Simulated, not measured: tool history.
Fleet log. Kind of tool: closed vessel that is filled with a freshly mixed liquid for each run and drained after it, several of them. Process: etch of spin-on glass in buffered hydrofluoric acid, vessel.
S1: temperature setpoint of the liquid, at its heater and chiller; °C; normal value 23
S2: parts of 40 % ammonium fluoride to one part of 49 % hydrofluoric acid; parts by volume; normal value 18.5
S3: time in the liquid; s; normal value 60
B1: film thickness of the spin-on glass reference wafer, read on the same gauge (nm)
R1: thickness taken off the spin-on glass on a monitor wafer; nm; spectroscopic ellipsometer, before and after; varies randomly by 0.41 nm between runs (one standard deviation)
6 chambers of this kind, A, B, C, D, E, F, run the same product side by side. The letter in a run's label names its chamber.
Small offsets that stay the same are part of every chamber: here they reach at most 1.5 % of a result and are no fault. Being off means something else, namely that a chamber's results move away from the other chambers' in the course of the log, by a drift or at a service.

run,day,S1,S2,S3,B1,R1
1B,0.483,23,18.5,60,100,100.74
2D,0.858,23,18.5,60,99.989,101.63
3C,1.158,23,18.5,60,100,101.12
4F,1.492,23,18.5,60,99.968,100.39
5E,2.054,23,18.5,60,100.01,101.88
6A,2.488,23,18.5,60,100.03,101.59
7C,2.917,23,18.5,60,99.977,101.69
8E,3.229,23,18.5,60,99.991,102.35
9D,3.762,23,18.5,60,99.991,102.14
10B,4.167,23,18.5,60,99.991,100.6
# day 4.471: chamber B: hydrofluoric acid flow meter replaced
11A,4.558,23,18.5,60,99.975,100.61
12F,5.046,23,18.5,60,100.03,100.23
# day 5.317: chamber C: hydrofluoric acid flow meter replaced
13C,5.354,23,18.5,60,99.994,101.44
14D,5.604,23,18.5,60,99.963,102.72
15F,6.117,21.5,18.5,30,99.938,46.711
16B,6.558,21.5,18.5,30,100.01,46.533
17A,6.888,21.5,18.5,30,100.05,46.415
18E,7.146,21.5,18.5,30,100.01,47.392
19F,7.638,21.5,18.5,30,99.987,46.246
20D,7.958,21.5,18.5,30,99.992,46.92
21A,8.438,23,18.5,75,100.02,126.2
22B,8.9,23,18.5,75,99.989,125.9
23C,9.179,23,18.5,75,100.01,125.97
24E,9.588,23,18.5,75,100.04,128.57
25E,10.108,23,18.5,75,99.997,128.7
26F,10.629,23,18.5,75,100.01,126.13
27C,11.033,23,18.5,60,100.03,101.63
28A,11.575,23,18.5,60,99.975,100.81
29B,11.829,23,18.5,60,100.01,100.63
30D,12.175,23,18.5,60,100.03,101.79
31F,12.446,23,18.5,60,99.995,100.43
32E,12.821,23,18.5,60,100,102.13
33D,13.329,19.5,22.5,60,100.02,71.567
34A,13.721,19.5,22.5,60,99.981,70.728
35C,14.283,19.5,22.5,60,99.974,71.431
36B,14.783,19.5,22.5,60,100,71.876

Each of the 6 chambers runs these same settings next. Fill in every chamber's results:
37A,15.192,23,18.5,75,,?
37B,15.192,23,18.5,75,,?
37C,15.192,23,18.5,75,,?
37D,15.192,23,18.5,75,,?
37E,15.192,23,18.5,75,,?
37F,15.192,23,18.5,75,,?

run,R1
37A,126.65
37B,127.38
37C,126.89
37D,127
37E,128.82
37F,126.44
